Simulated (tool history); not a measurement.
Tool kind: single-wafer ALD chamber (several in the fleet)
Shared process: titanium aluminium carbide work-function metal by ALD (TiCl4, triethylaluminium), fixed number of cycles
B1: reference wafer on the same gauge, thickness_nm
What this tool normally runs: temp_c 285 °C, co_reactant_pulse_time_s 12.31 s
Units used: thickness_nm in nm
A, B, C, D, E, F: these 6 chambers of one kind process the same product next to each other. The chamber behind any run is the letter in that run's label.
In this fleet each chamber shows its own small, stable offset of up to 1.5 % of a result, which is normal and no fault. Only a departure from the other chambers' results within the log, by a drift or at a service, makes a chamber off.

run 1C day=0.150 | temp_c=285 co_reactant_pulse_time_s=12.31 | B1=1.5397 | thickness_nm=1.9111
run 2E day=0.238 | temp_c=285 co_reactant_pulse_time_s=12.31 | B1=1.5392 | thickness_nm=1.9135
run 3B day=0.338 | temp_c=285 co_reactant_pulse_time_s=12.31 | B1=1.5396 | thickness_nm=1.8922
run 4D day=0.483 | temp_c=285 co_reactant_pulse_time_s=12.31 | B1=1.5407 | thickness_nm=1.9045
run 5A day=0.567 | temp_c=285 co_reactant_pulse_time_s=12.31 | B1=1.5393 | thickness_nm=1.8915
run 6F day=0.671 | temp_c=285 co_reactant_pulse_time_s=12.31 | B1=1.5402 | thickness_nm=1.9000
run 7A day=0.825 | temp_c=285 co_reactant_pulse_time_s=12.31 | B1=1.5400 | thickness_nm=1.8937
run 8C day=0.942 | temp_c=285 co_reactant_pulse_time_s=12.31 | B1=1.5402 | thickness_nm=1.9131
run 9F day=1.088 | temp_c=285 co_reactant_pulse_time_s=12.31 | B1=1.5401 | thickness_nm=1.8874
run 10D day=1.250 | temp_c=285 co_reactant_pulse_time_s=15.39 | B1=1.5410 | thickness_nm=1.9030
run 11B day=1.383 | temp_c=285 co_reactant_pulse_time_s=15.39 | B1=1.5401 | thickness_nm=1.9053
run 12E day=1.483 | temp_c=285 co_reactant_pulse_time_s=15.39 | B1=1.5402 | thickness_nm=1.9438
run 13E day=1.642 | temp_c=285 co_reactant_pulse_time_s=15.39 | B1=1.5392 | thickness_nm=1.9472
run 14B day=1.738 | temp_c=285 co_reactant_pulse_time_s=15.39 | B1=1.5391 | thickness_nm=1.9035
run 15C day=1.871 | temp_c=285 co_reactant_pulse_time_s=15.39 | B1=1.5408 | thickness_nm=1.9371
-- day=2.042 chamber F: thermocouple changed; heater temperature recalibrated
run 16A day=2.042 | temp_c=285 co_reactant_pulse_time_s=12.31 | B1=1.5400 | thickness_nm=1.9010
run 17F day=2.208 | temp_c=285 co_reactant_pulse_time_s=16.16 | B1=1.5405 | thickness_nm=1.8619
run 18D day=2.371 | temp_c=285 co_reactant_pulse_time_s=16.16 | B1=1.5413 | thickness_nm=1.9223
run 19D day=2.533 | temp_c=285 co_reactant_pulse_time_s=16.16 | B1=1.5401 | thickness_nm=1.9175
run 20F day=2.683 | temp_c=285 co_reactant_pulse_time_s=16.16 | B1=1.5409 | thickness_nm=1.8658
run 21A day=2.775 | temp_c=285 co_reactant_pulse_time_s=16.16 | B1=1.5401 | thickness_nm=1.9207
run 22C day=2.938 | temp_c=285 co_reactant_pulse_time_s=16.16 | B1=1.5400 | thickness_nm=1.9459
run 23B day=3.100 | temp_c=277 co_reactant_pulse_time_s=12.31 | B1=1.5408 | thickness_nm=1.8202
run 24E day=3.229 | temp_c=277 co_reactant_pulse_time_s=12.31 | B1=1.5405 | thickness_nm=1.8434
run 25A day=3.379 | temp_c=277 co_reactant_pulse_time_s=12.31 | B1=1.5405 | thickness_nm=1.8223
run 26E day=3.562 | temp_c=277 co_reactant_pulse_time_s=12.31 | B1=1.5391 | thickness_nm=1.8458
run 27F day=3.646 | temp_c=277 co_reactant_pulse_time_s=12.31 | B1=1.5402 | thickness_nm=1.7755
run 28D day=3.750 | temp_c=277 co_reactant_pulse_time_s=12.31 | B1=1.5403 | thickness_nm=1.8247
run 29C day=3.862 | temp_c=285 co_reactant_pulse_time_s=12.31 | B1=1.5396 | thickness_nm=1.9155
run 30B day=4.012 | temp_c=285 co_reactant_pulse_time_s=12.31 | B1=1.5395 | thickness_nm=1.8856
run 31A day=4.096 | temp_c=273 co_reactant_pulse_time_s=8.36 | B1=1.5402 | thickness_nm=1.7116
run 32B day=4.208 | temp_c=273 co_reactant_pulse_time_s=8.36 | B1=1.5393 | thickness_nm=1.7118
run 33D day=4.383 | temp_c=273 co_reactant_pulse_time_s=8.36 | B1=1.5412 | thickness_nm=1.7100
run 34F day=4.488 | temp_c=273 co_reactant_pulse_time_s=8.36 | B1=1.5401 | thickness_nm=1.6655
run 35C day=4.675 | temp_c=273 co_reactant_pulse_time_s=8.36 | B1=1.5411 | thickness_nm=1.7329
run 36E day=4.842 | temp_c=273 co_reactant_pulse_time_s=8.36 | B1=1.5398 | thickness_nm=1.7361

For the next run the whole fleet of 6 chambers uses the same settings. Give each chamber's results:
run 37A day=4.975 | temp_c=285 co_reactant_pulse_time_s=12.31 | thickness_nm=?
run 37B day=4.975 | temp_c=285 co_reactant_pulse_time_s=12.31 | thickness_nm=?
run 37C day=4.975 | temp_c=285 co_reactant_pulse_time_s=12.31 | thickness_nm=?
run 37D day=4.975 | temp_c=285 co_reactant_pulse_time_s=12.31 | thickness_nm=?
run 37E day=4.975 | temp_c=285 co_reactant_pulse_time_s=12.31 | thickness_nm=?
run 37F day=4.975 | temp_c=285 co_reactant_pulse_time_s=12.31 | thickness_nm=?

run=37A thickness_nm=1.8964
run=37B thickness_nm=1.8826
run=37C thickness_nm=1.9166
run=37D thickness_nm=1.8823
run=37E thickness_nm=1.9223
run=37F thickness_nm=1.8408

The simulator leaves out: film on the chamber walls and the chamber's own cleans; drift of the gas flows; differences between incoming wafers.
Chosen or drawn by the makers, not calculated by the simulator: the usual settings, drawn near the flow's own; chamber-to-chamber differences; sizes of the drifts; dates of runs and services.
